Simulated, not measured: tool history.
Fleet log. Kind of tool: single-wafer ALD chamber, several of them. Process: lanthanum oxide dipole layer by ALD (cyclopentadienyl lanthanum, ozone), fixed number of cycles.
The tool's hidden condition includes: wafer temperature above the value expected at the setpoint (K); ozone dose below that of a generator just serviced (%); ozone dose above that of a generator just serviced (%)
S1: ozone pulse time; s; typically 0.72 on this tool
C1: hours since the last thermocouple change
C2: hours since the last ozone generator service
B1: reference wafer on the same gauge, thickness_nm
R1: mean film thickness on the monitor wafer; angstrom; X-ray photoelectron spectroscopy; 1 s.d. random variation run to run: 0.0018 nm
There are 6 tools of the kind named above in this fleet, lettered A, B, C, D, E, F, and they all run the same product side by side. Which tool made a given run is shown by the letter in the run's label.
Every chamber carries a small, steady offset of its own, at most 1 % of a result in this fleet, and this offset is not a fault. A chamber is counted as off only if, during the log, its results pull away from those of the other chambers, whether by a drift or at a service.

| run | hour | S1 | C1 | C2 | B1 | R1 |
|---|---|---|---|---|---|---|
| 1B | 9.6 | 0.72 | 917.5 | 1038.6 | 0.40304 | 4.4031 |
| 2F | 18.7 | 0.72 | 753.1 | 109.4 | 0.40302 | 4.3663 |
| 3D | 30 | 0.72 | 2341.1 | 1780.2 | 0.40275 | 4.4225 |
| 4A | 38.8 | 0.72 | 1870.6 | 1274.3 | 0.40295 | 4.4028 |
|  | 44.4 | chamber B: thermocouple changed; heater temperature recalibrated |
| 5E | 45 | 0.72 | 2255.9 | 731.1 | 0.40282 | 4.4301 |
|  | 53.4 | chamber B: ozone generator serviced |
| 6C | 53.8 | 0.56 | 96.7 | 176.2 | 0.40293 | 3.8618 |
|  | 62.1 | chamber D: ozone generator serviced |
| 7A | 65.1 | 0.56 | 1896.9 | 1300.6 | 0.40273 | 3.8653 |
| 8E | 79.1 | 0.56 | 2290 | 765.2 | 0.40273 | 3.8577 |
| 9D | 85.8 | 0.56 | 2396.9 | 23.8 | 0.40263 | 3.9177 |
|  | 96.8 | chamber E: thermocouple changed; heater temperature recalibrated |
| 10F | 98.3 | 0.56 | 832.7 | 189 | 0.40326 | 3.8716 |
| 11C | 110.5 | 0.56 | 153.4 | 232.9 | 0.40257 | 3.8758 |
| 12B | 122 | 0.72 | 77.7 | 68.6 | 0.40279 | 4.3772 |
|  | 124.5 | chamber E: ozone generator serviced |
| 13A | 135 | 0.96 | 1966.8 | 1370.5 | 0.40251 | 4.9401 |
| 14F | 143.2 | 0.96 | 877.6 | 233.9 | 0.40308 | 4.8891 |
| 15E | 156.4 | 0.96 | 59.6 | 32 | 0.40272 | 4.9418 |
| 16D | 165.2 | 0.96 | 2476.3 | 103.2 | 0.40305 | 4.9967 |
| 17B | 175.4 | 0.96 | 131.1 | 122 | 0.40263 | 4.9418 |
|  | 180 | chamber D: thermocouple changed; heater temperature recalibrated |
| 18C | 189.6 | 0.96 | 232.5 | 312 | 0.40304 | 4.9393 |
| 19A | 199.6 | 0.72 | 2031.4 | 1435.1 | 0.40294 | 4.4093 |
| 20C | 213 | 0.72 | 255.9 | 335.4 | 0.40252 | 4.3945 |
| 21D | 224.6 | 1 | 44.6 | 162.6 | 0.40284 | 5.0163 |
| 22E | 236.7 | 1 | 139.9 | 112.3 | 0.40271 | 5.0126 |
| 23F | 250.8 | 1 | 985.2 | 341.5 | 0.40332 | 4.9528 |
| 24B | 262.6 | 1 | 218.3 | 209.2 | 0.40313 | 4.9832 |
| 25C | 275.5 | 1 | 318.4 | 397.9 | 0.40334 | 4.9486 |
| 26D | 285.4 | 1 | 105.4 | 223.4 | 0.40269 | 5.0178 |
| 27F | 293.5 | 0.72 | 1027.9 | 384.2 | 0.40247 | 4.363 |
| 28A | 306.9 | 0.95 | 2138.7 | 1542.4 | 0.40329 | 4.8975 |
| 29E | 318 | 0.95 | 221.2 | 193.6 | 0.40265 | 4.9749 |
| 30B | 325.5 | 0.95 | 281.2 | 272.1 | 0.40311 | 4.9393 |
| 31E | 339.5 | 0.95 | 242.7 | 215.1 | 0.40296 | 4.955 |
| 32C | 350.2 | 0.95 | 393.1 | 472.6 | 0.40279 | 4.9037 |
| 33D | 358.5 | 0.95 | 178.5 | 296.5 | 0.40329 | 4.9675 |
| 34A | 368.3 | 0.72 | 2200.1 | 1603.8 | 0.40337 | 4.3967 |
| 35B | 375.2 | 0.54 | 330.9 | 321.8 | 0.40309 | 3.8179 |
| 36F | 386 | 0.54 | 1120.4 | 476.7 | 0.40274 | 3.7944 |
| 37B | 395.6 | 0.54 | 351.3 | 342.2 | 0.4029 | 3.798 |
| 38C | 407 | 0.54 | 449.9 | 529.4 | 0.40272 | 3.7815 |
| 39F | 414.6 | 0.54 | 1149 | 505.3 | 0.40367 | 3.7666 |
| 40E | 428.6 | 0.54 | 331.8 | 304.2 | 0.40288 | 3.8111 |

Next, all 6 chambers run the settings below, one line each with question marks for the results. What does each chamber give?
| 41A | 438.8 | 0.72 |  |  |  | ? |
| 41B | 438.8 | 0.72 |  |  |  | ? |
| 41C | 438.8 | 0.72 |  |  |  | ? |
| 41D | 438.8 | 0.72 |  |  |  | ? |
| 41E | 438.8 | 0.72 |  |  |  | ? |
| 41F | 438.8 | 0.72 |  |  |  | ? |

| run | R1 |
|---|---|
| 41A | 4.415 |
| 41B | 4.4039 |
| 41C | 4.4147 |
| 41D | 4.4458 |
| 41E | 4.4219 |
| 41F | 4.3649 |

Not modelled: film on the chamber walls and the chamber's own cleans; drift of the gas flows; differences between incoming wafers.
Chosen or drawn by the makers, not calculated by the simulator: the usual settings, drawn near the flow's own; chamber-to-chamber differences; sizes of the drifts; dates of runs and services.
